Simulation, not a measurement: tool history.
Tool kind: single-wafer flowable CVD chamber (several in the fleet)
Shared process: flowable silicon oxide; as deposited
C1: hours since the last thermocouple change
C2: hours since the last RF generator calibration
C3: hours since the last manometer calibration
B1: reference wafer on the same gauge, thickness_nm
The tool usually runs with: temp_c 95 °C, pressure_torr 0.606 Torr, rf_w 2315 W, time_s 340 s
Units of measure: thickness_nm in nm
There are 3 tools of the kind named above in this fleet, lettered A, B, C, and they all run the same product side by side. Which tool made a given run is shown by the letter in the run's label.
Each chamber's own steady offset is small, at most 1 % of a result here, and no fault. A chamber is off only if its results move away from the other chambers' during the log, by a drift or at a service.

run 1B hour=13.3 | temp_c=95 pressure_torr=0.606 rf_w=2315 time_s=340 | C1=1147.9 C2=416.7 C3=764.1 | B1=155.99 | thickness_nm=172.6
run 2A hour=25.5 | temp_c=95 pressure_torr=0.606 rf_w=2315 time_s=340 | C1=1317.4 C2=1897.7 C3=2131.2 | B1=156.05 | thickness_nm=173.68
run 3C hour=38 | temp_c=95 pressure_torr=0.606 rf_w=2315 time_s=340 | C1=1191.4 C2=384.4 C3=1454.9 | B1=155.95 | thickness_nm=172.24
run 4B hour=48.3 | temp_c=95 pressure_torr=0.606 rf_w=2315 time_s=340 | C1=1182.9 C2=451.7 C3=799.1 | B1=155.97 | thickness_nm=172.83
run 5A hour=60.3 | temp_c=95 pressure_torr=0.707 rf_w=2155 time_s=340 | C1=1352.2 C2=1932.5 C3=2166 | B1=155.92 | thickness_nm=211.77
run 6C hour=72.5 | temp_c=95 pressure_torr=0.707 rf_w=2155 time_s=340 | C1=1225.9 C2=418.9 C3=1489.4 | B1=155.97 | thickness_nm=209.19
run 7C hour=85.3 | temp_c=95 pressure_torr=0.707 rf_w=2155 time_s=340 | C1=1238.7 C2=431.7 C3=1502.2 | B1=155.97 | thickness_nm=209.65
run 8B hour=96.4 | temp_c=95 pressure_torr=0.606 rf_w=2315 time_s=340 | C1=1231 C2=499.8 C3=847.2 | B1=155.94 | thickness_nm=173.22
run 9A hour=111.4 | temp_c=95 pressure_torr=0.606 rf_w=2315 time_s=340 | C1=1403.3 C2=1983.6 C3=2217.1 | B1=156 | thickness_nm=173.55
run 10C hour=121 | temp_c=95 pressure_torr=0.606 rf_w=2315 time_s=340 | C1=1274.4 C2=467.4 C3=1537.9 | B1=155.98 | thickness_nm=171.61
-- hour=127.6 chamber A: thermocouple changed; heater temperature recalibrated
run 11B hour=133.8 | temp_c=95 pressure_torr=0.606 rf_w=2315 time_s=340 | C1=1268.4 C2=537.2 C3=884.6 | B1=156 | thickness_nm=172.76
run 12A hour=142.2 | temp_c=95 pressure_torr=0.606 rf_w=2315 time_s=340 | C1=14.6 C2=2014.4 C3=2247.9 | B1=155.98 | thickness_nm=174.24
run 13A hour=153.6 | temp_c=95 pressure_torr=0.606 rf_w=2315 time_s=340 | C1=26 C2=2025.8 C3=2259.3 | B1=156.03 | thickness_nm=173.71
run 14B hour=164.7 | temp_c=95 pressure_torr=0.606 rf_w=2315 time_s=340 | C1=1299.3 C2=568.1 C3=915.5 | B1=155.99 | thickness_nm=172.36
run 15C hour=176 | temp_c=95 pressure_torr=0.606 rf_w=2315 time_s=340 | C1=1329.4 C2=522.4 C3=1592.9 | B1=156 | thickness_nm=171.68
run 16C hour=189.9 | temp_c=95 pressure_torr=0.606 rf_w=2315 time_s=340 | C1=1343.3 C2=536.3 C3=1606.8 | B1=155.99 | thickness_nm=171.85
run 17B hour=202.5 | temp_c=101 pressure_torr=0.606 rf_w=2050 time_s=340 | C1=1337.1 C2=605.9 C3=953.3 | B1=156.01 | thickness_nm=139.58
run 18A hour=210.9 | temp_c=101 pressure_torr=0.606 rf_w=2050 time_s=340 | C1=83.3 C2=2083.1 C3=2316.6 | B1=156.02 | thickness_nm=139.7
run 19C hour=225.4 | temp_c=101 pressure_torr=0.606 rf_w=2050 time_s=340 | C1=1378.8 C2=571.8 C3=1642.3 | B1=156.03 | thickness_nm=138
run 20B hour=237.2 | temp_c=95 pressure_torr=0.606 rf_w=2315 time_s=340 | C1=1371.8 C2=640.6 C3=988 | B1=155.87 | thickness_nm=173.07
run 21A hour=248.6 | temp_c=95 pressure_torr=0.606 rf_w=2315 time_s=340 | C1=121 C2=2120.8 C3=2354.3 | B1=155.9 | thickness_nm=172.9
-- hour=256.8 chamber C: capacitance manometer re-zeroed and calibrated
run 22C hour=257.1 | temp_c=95 pressure_torr=0.606 rf_w=2315 time_s=340 | C1=1410.5 C2=603.5 C3=0.4 | B1=156.11 | thickness_nm=171.11
run 23A hour=271.9 | temp_c=95 pressure_torr=0.606 rf_w=2315 time_s=340 | C1=144.3 C2=2144.1 C3=2377.6 | B1=155.98 | thickness_nm=172.8
run 24B hour=281.7 | temp_c=95 pressure_torr=0.606 rf_w=2315 time_s=340 | C1=1416.3 C2=685.1 C3=1032.5 | B1=155.97 | thickness_nm=172.65
run 25C hour=292.1 | temp_c=95 pressure_torr=0.606 rf_w=2315 time_s=340 | C1=1445.5 C2=638.5 C3=35.4 | B1=155.92 | thickness_nm=171.28
run 26A hour=304.2 | temp_c=95 pressure_torr=0.606 rf_w=2315 time_s=340 | C1=176.6 C2=2176.4 C3=2409.9 | B1=156.06 | thickness_nm=173.48
run 27B hour=313.2 | temp_c=95 pressure_torr=0.606 rf_w=2315 time_s=340 | C1=1447.8 C2=716.6 C3=1064 | B1=155.99 | thickness_nm=172.58
run 28B hour=326.5 | temp_c=95 pressure_torr=0.606 rf_w=2315 time_s=340 | C1=1461.1 C2=729.9 C3=1077.3 | B1=155.93 | thickness_nm=173.16
run 29C hour=334.1 | temp_c=95 pressure_torr=0.606 rf_w=2315 time_s=361 | C1=1487.5 C2=680.5 C3=77.4 | B1=156.01 | thickness_nm=183.41
run 30A hour=345.9 | temp_c=95 pressure_torr=0.606 rf_w=2315 time_s=361 | C1=218.3 C2=2218.1 C3=2451.6 | B1=156 | thickness_nm=183.93
run 31C hour=353.7 | temp_c=95 pressure_torr=0.606 rf_w=2315 time_s=361 | C1=1507.1 C2=700.1 C3=97 | B1=155.98 | thickness_nm=182.11
run 32A hour=360.9 | temp_c=95 pressure_torr=0.606 rf_w=2315 time_s=340 | C1=233.3 C2=2233.1 C3=2466.6 | B1=155.96 | thickness_nm=172.59
run 33B hour=370.2 | temp_c=95 pressure_torr=0.606 rf_w=2315 time_s=340 | C1=1504.8 C2=773.6 C3=1121 | B1=156.03 | thickness_nm=172.47
run 34C hour=377.2 | temp_c=95 pressure_torr=0.606 rf_w=2315 time_s=340 | C1=1530.6 C2=723.6 C3=120.5 | B1=156.02 | thickness_nm=171.55
run 35A hour=392 | temp_c=84 pressure_torr=0.606 rf_w=2695 time_s=340 | C1=264.4 C2=2264.2 C3=2497.7 | B1=155.99 | thickness_nm=248.25
run 36B hour=402.3 | temp_c=84 pressure_torr=0.606 rf_w=2695 time_s=340 | C1=1536.9 C2=805.7 C3=1153.1 | B1=155.91 | thickness_nm=247.52
run 37B hour=410.1 | temp_c=84 pressure_torr=0.606 rf_w=2695 time_s=340 | C1=1544.7 C2=813.5 C3=1160.9 | B1=156.05 | thickness_nm=249.52
run 38C hour=423.9 | temp_c=95 pressure_torr=0.606 rf_w=2315 time_s=340 | C1=1577.3 C2=770.3 C3=167.2 | B1=156 | thickness_nm=171.72
run 39A hour=438.8 | temp_c=95 pressure_torr=0.606 rf_w=2315 time_s=340 | C1=311.2 C2=2311 C3=2544.5 | B1=156.06 | thickness_nm=172.64
run 40B hour=452 | temp_c=95 pressure_torr=0.606 rf_w=2315 time_s=340 | C1=1586.6 C2=855.4 C3=1202.8 | B1=155.89 | thickness_nm=172.86

Is one chamber out of step, is the gauge drifting, or do the chambers differ by no more than their own small offsets? For an off chamber, give its letter and the likeliest cause.

Beyond each chamber's small constant offset nothing stands out, and the gauge stays steady.

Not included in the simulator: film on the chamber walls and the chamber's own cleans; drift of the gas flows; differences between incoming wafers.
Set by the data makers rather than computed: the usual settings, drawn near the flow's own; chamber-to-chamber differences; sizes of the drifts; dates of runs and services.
